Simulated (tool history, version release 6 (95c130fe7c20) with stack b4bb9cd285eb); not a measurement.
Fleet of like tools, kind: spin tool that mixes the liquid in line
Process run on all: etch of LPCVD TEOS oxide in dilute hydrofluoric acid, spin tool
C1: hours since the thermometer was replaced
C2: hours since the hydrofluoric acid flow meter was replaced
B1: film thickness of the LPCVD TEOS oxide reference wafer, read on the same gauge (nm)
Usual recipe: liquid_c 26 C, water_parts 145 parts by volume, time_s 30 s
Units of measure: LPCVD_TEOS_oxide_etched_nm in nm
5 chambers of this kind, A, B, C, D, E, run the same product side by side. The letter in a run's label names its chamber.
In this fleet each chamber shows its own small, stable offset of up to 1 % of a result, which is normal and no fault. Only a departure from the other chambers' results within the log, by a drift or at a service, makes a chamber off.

{"run": "1A", "hour": 4.0, "liquid_c": 26, "water_parts": 145, "time_s": 30, "C1": 56.1, "C2": 1390.0, "B1": 120.02, "LPCVD_TEOS_oxide_etched_nm": 4.6139}
{"hour": 5.3, "done": "chamber D: thermometer replaced"}
{"run": "2C", "hour": 7.9, "liquid_c": 26, "water_parts": 145, "time_s": 30, "C1": 2197.7, "C2": 522.3, "B1": 119.98, "LPCVD_TEOS_oxide_etched_nm": 4.6315}
{"run": "3B", "hour": 12.1, "liquid_c": 26, "water_parts": 145, "time_s": 30, "C1": 568.2, "C2": 531.7, "B1": 120.01, "LPCVD_TEOS_oxide_etched_nm": 4.5868}
{"run": "4D", "hour": 17.1, "liquid_c": 26, "water_parts": 145, "time_s": 30, "C1": 11.8, "C2": 1107.5, "B1": 119.99, "LPCVD_TEOS_oxide_etched_nm": 4.6158}
{"run": "5E", "hour": 20.6, "liquid_c": 26, "water_parts": 145, "time_s": 30, "C1": 111.2, "C2": 400.3, "B1": 119.98, "LPCVD_TEOS_oxide_etched_nm": 4.6256}
{"run": "6A", "hour": 24.4, "liquid_c": 26, "water_parts": 145, "time_s": 30, "C1": 76.5, "C2": 1410.4, "B1": 119.98, "LPCVD_TEOS_oxide_etched_nm": 4.6514}
{"run": "7D", "hour": 29.5, "liquid_c": 26, "water_parts": 145, "time_s": 20, "C1": 24.2, "C2": 1119.9, "B1": 120.03, "LPCVD_TEOS_oxide_etched_nm": 3.0874}
{"run": "8E", "hour": 33.5, "liquid_c": 26, "water_parts": 145, "time_s": 20, "C1": 124.1, "C2": 413.2, "B1": 120.04, "LPCVD_TEOS_oxide_etched_nm": 3.0737}
{"run": "9B", "hour": 36.1, "liquid_c": 26, "water_parts": 145, "time_s": 20, "C1": 592.2, "C2": 555.7, "B1": 119.99, "LPCVD_TEOS_oxide_etched_nm": 3.0449}
{"run": "10C", "hour": 41.0, "liquid_c": 26, "water_parts": 145, "time_s": 20, "C1": 2230.8, "C2": 555.4, "B1": 120.04, "LPCVD_TEOS_oxide_etched_nm": 3.0589}
{"run": "11B", "hour": 45.5, "liquid_c": 26, "water_parts": 145, "time_s": 20, "C1": 601.6, "C2": 565.1, "B1": 120.02, "LPCVD_TEOS_oxide_etched_nm": 3.0506}
{"run": "12D", "hour": 49.8, "liquid_c": 26, "water_parts": 145, "time_s": 30, "C1": 44.5, "C2": 1140.2, "B1": 120.0, "LPCVD_TEOS_oxide_etched_nm": 4.5997}
{"run": "13E", "hour": 53.7, "liquid_c": 26, "water_parts": 145, "time_s": 30, "C1": 144.3, "C2": 433.4, "B1": 120.0, "LPCVD_TEOS_oxide_etched_nm": 4.6375}
{"run": "14C", "hour": 58.3, "liquid_c": 26, "water_parts": 145, "time_s": 30, "C1": 2248.1, "C2": 572.7, "B1": 120.0, "LPCVD_TEOS_oxide_etched_nm": 4.6058}
{"run": "15A", "hour": 60.7, "liquid_c": 26, "water_parts": 145, "time_s": 30, "C1": 112.8, "C2": 1446.7, "B1": 119.99, "LPCVD_TEOS_oxide_etched_nm": 4.6122}
{"run": "16C", "hour": 65.5, "liquid_c": 26, "water_parts": 145, "time_s": 30, "C1": 2255.3, "C2": 579.9, "B1": 119.99, "LPCVD_TEOS_oxide_etched_nm": 4.6472}
{"run": "17B", "hour": 67.9, "liquid_c": 26, "water_parts": 200, "time_s": 30, "C1": 624.0, "C2": 587.5, "B1": 120.01, "LPCVD_TEOS_oxide_etched_nm": 3.1102}
{"run": "18D", "hour": 72.3, "liquid_c": 26, "water_parts": 200, "time_s": 30, "C1": 67.0, "C2": 1162.7, "B1": 120.01, "LPCVD_TEOS_oxide_etched_nm": 3.15}
{"run": "19A", "hour": 74.9, "liquid_c": 26, "water_parts": 200, "time_s": 30, "C1": 127.0, "C2": 1460.9, "B1": 119.99, "LPCVD_TEOS_oxide_etched_nm": 3.1542}
{"run": "20E", "hour": 77.3, "liquid_c": 26, "water_parts": 200, "time_s": 30, "C1": 167.9, "C2": 457.0, "B1": 119.99, "LPCVD_TEOS_oxide_etched_nm": 3.1856}
{"run": "21E", "hour": 79.9, "liquid_c": 26, "water_parts": 200, "time_s": 30, "C1": 170.5, "C2": 459.6, "B1": 120.01, "LPCVD_TEOS_oxide_etched_nm": 3.1903}
{"run": "22C", "hour": 82.3, "liquid_c": 30, "water_parts": 145, "time_s": 30, "C1": 2272.1, "C2": 596.7, "B1": 119.99, "LPCVD_TEOS_oxide_etched_nm": 5.3413}
{"run": "23D", "hour": 87.4, "liquid_c": 30, "water_parts": 145, "time_s": 30, "C1": 82.1, "C2": 1177.8, "B1": 119.98, "LPCVD_TEOS_oxide_etched_nm": 5.3567}
{"run": "24A", "hour": 92.6, "liquid_c": 30, "water_parts": 145, "time_s": 30, "C1": 144.7, "C2": 1478.6, "B1": 120.01, "LPCVD_TEOS_oxide_etched_nm": 5.3855}
{"run": "25B", "hour": 95.9, "liquid_c": 30, "water_parts": 145, "time_s": 30, "C1": 652.0, "C2": 615.5, "B1": 119.99, "LPCVD_TEOS_oxide_etched_nm": 5.3214}
{"run": "26C", "hour": 98.5, "liquid_c": 30, "water_parts": 145, "time_s": 30, "C1": 2288.3, "C2": 612.9, "B1": 120.01, "LPCVD_TEOS_oxide_etched_nm": 5.3396}
{"run": "27B", "hour": 100.9, "liquid_c": 26, "water_parts": 145, "time_s": 30, "C1": 657.0, "C2": 620.5, "B1": 120.01, "LPCVD_TEOS_oxide_etched_nm": 4.6035}
{"run": "28D", "hour": 105.4, "liquid_c": 26, "water_parts": 145, "time_s": 30, "C1": 100.1, "C2": 1195.8, "B1": 120.03, "LPCVD_TEOS_oxide_etched_nm": 4.6404}
{"run": "29A", "hour": 110.1, "liquid_c": 26, "water_parts": 145, "time_s": 30, "C1": 162.2, "C2": 1496.1, "B1": 119.95, "LPCVD_TEOS_oxide_etched_nm": 4.6265}
{"run": "30E", "hour": 114.7, "liquid_c": 26, "water_parts": 145, "time_s": 30, "C1": 205.3, "C2": 494.4, "B1": 120.03, "LPCVD_TEOS_oxide_etched_nm": 4.6214}
{"run": "31E", "hour": 118.8, "liquid_c": 26, "water_parts": 145, "time_s": 30, "C1": 209.4, "C2": 498.5, "B1": 119.99, "LPCVD_TEOS_oxide_etched_nm": 4.6743}
{"run": "32B", "hour": 122.3, "liquid_c": 26, "water_parts": 145, "time_s": 30, "C1": 678.4, "C2": 641.9, "B1": 119.98, "LPCVD_TEOS_oxide_etched_nm": 4.6009}
{"run": "33A", "hour": 124.9, "liquid_c": 26, "water_parts": 145, "time_s": 30, "C1": 177.0, "C2": 1510.9, "B1": 120.0, "LPCVD_TEOS_oxide_etched_nm": 4.659}
{"run": "34D", "hour": 129.2, "liquid_c": 26, "water_parts": 145, "time_s": 30, "C1": 123.9, "C2": 1219.6, "B1": 120.02, "LPCVD_TEOS_oxide_etched_nm": 4.6428}
{"run": "35C", "hour": 134.4, "liquid_c": 26, "water_parts": 145, "time_s": 30, "C1": 2324.2, "C2": 648.8, "B1": 120.0, "LPCVD_TEOS_oxide_etched_nm": 4.6237}
{"run": "36C", "hour": 139.0, "liquid_c": 26, "water_parts": 145, "time_s": 30, "C1": 2328.8, "C2": 653.4, "B1": 119.99, "LPCVD_TEOS_oxide_etched_nm": 4.6481}
{"run": "37A", "hour": 142.4, "liquid_c": 26, "water_parts": 145, "time_s": 30, "C1": 194.5, "C2": 1528.4, "B1": 119.98, "LPCVD_TEOS_oxide_etched_nm": 4.6151}
{"run": "38E", "hour": 145.0, "liquid_c": 26, "water_parts": 145, "time_s": 30, "C1": 235.6, "C2": 524.7, "B1": 120.01, "LPCVD_TEOS_oxide_etched_nm": 4.6205}
{"run": "39B", "hour": 148.3, "liquid_c": 26, "water_parts": 145, "time_s": 30, "C1": 704.4, "C2": 667.9, "B1": 120.03, "LPCVD_TEOS_oxide_etched_nm": 4.5677}

For the next run the whole fleet of 5 chambers uses the same settings. Give each chamber's results:
{"run": "40A", "hour": 152.1, "liquid_c": 26, "water_parts": 145, "time_s": 30, "LPCVD_TEOS_oxide_etched_nm": "?"}
{"run": "40B", "hour": 152.1, "liquid_c": 26, "water_parts": 145, "time_s": 30, "LPCVD_TEOS_oxide_etched_nm": "?"}
{"run": "40C", "hour": 152.1, "liquid_c": 26, "water_parts": 145, "time_s": 30, "LPCVD_TEOS_oxide_etched_nm": "?"}
{"run": "40D", "hour": 152.1, "liquid_c": 26, "water_parts": 145, "time_s": 30, "LPCVD_TEOS_oxide_etched_nm": "?"}
{"run": "40E", "hour": 152.1, "liquid_c": 26, "water_parts": 145, "time_s": 30, "LPCVD_TEOS_oxide_etched_nm": "?"}

run=40A LPCVD_TEOS_oxide_etched_nm=4.6139
run=40B LPCVD_TEOS_oxide_etched_nm=4.6035
run=40C LPCVD_TEOS_oxide_etched_nm=4.6247
run=40D LPCVD_TEOS_oxide_etched_nm=4.6154
run=40E LPCVD_TEOS_oxide_etched_nm=4.5966
